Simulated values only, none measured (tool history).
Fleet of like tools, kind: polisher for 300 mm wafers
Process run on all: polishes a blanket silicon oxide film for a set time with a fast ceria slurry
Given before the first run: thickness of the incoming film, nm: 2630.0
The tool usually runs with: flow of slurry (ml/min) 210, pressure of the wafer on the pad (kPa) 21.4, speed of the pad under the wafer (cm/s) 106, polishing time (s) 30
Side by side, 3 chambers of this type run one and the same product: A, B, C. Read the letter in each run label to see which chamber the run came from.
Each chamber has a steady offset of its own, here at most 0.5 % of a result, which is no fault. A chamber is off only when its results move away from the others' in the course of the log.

run,day,flow of slurry (ml/min),pressure of the wafer on the pad (kPa),speed of the pad under the wafer (cm/s),polishing time (s),wafers polished on this pad,hours since the slurry nozzle was cleaned,hours since the head pressure was calibrated,film removed (angstrom)
1B,0.233,210,21.4,106,30,698,230.6,120.7,6007.2
2C,0.396,210,21.4,106,30,521,50.4,762.8,6143.1
# day 0.454: chamber C: worn pad replaced by a new one
3A,0.596,210,21.4,106,30,415,93.3,335.3,6131.5
4A,0.762,210,21.4,106,30,481,97.3,339.3,5982.4
# day 0.904: chamber B: worn pad replaced by a new one
5B,0.933,210,21.4,106,30,12,247.4,137.5,5952.5
6C,1.038,210,21.4,106,30,231,65.8,778.2,5936.6
7C,1.258,210,21.4,142,36,318,71.1,783.5,9762.1
8A,1.383,210,21.4,142,36,727,112.2,354.2,9781.8
9B,1.608,210,21.4,142,36,279,263.6,153.7,9747.2
10A,1.721,210,21.4,106,30,860,120.3,362.3,6005.3
11B,1.888,210,21.4,106,30,389,270.3,160.4,5967.0
# day 2.012: chamber C: worn pad replaced by a new one
12C,2.092,210,21.4,106,30,31,91.1,803.5,6004.3
13B,2.275,210,21.4,106,30,542,279.6,169.7,6001.4
14C,2.433,210,21.4,106,30,166,99.3,811.7,6074.6
# day 2.517: chamber A: worn pad replaced by a new one
15A,2.583,210,21.4,106,30,26,141.0,383.0,6017.1
16B,2.712,210,21.4,106,30,715,290.1,180.2,5914.9
17C,2.867,210,21.4,106,30,338,109.7,822.1,6031.2
18A,3.067,210,21.4,106,30,217,152.6,394.6,6076.3
19C,3.212,210,21.4,106,30,474,118.0,830.4,6041.1
20B,3.350,210,21.4,106,30,967,305.4,195.5,6052.1
21A,3.467,210,21.4,106,30,375,162.2,404.2,6129.0
# day 3.517: chamber C: worn pad replaced by a new one
22C,3.629,210,21.4,106,30,45,128.0,840.4,6078.0
# day 3.671: chamber A: head pressure recalibrated
23B,3.742,210,21.4,106,30,1122,314.8,204.9,6054.4
# day 3.862: chamber B: worn pad replaced by a new one
24A,3.862,210,21.4,106,30,532,171.7,4.6,5965.4
25B,4.062,210,21.4,106,23,79,322.5,212.6,4674.5
26C,4.267,210,21.4,106,23,297,143.3,855.7,4636.5
27A,4.404,210,21.4,106,23,746,184.7,17.6,4566.6
28A,4.625,210,21.4,106,30,833,190.0,22.9,6043.7
29B,4.767,210,21.4,106,30,357,339.4,229.5,6101.7
30C,4.892,210,21.4,106,30,544,158.3,870.7,5975.3
31A,5.088,210,21.4,106,40,1016,201.1,34.0,7871.7
32B,5.217,210,21.4,106,40,535,350.2,240.3,7858.7

One chamber off, gauge drift, or nothing amiss beyond the chambers' own small offsets? If it is a chamber, which one, and what is the likeliest cause?

Beyond each chamber's small constant offset nothing stands out, and the gauge stays steady.

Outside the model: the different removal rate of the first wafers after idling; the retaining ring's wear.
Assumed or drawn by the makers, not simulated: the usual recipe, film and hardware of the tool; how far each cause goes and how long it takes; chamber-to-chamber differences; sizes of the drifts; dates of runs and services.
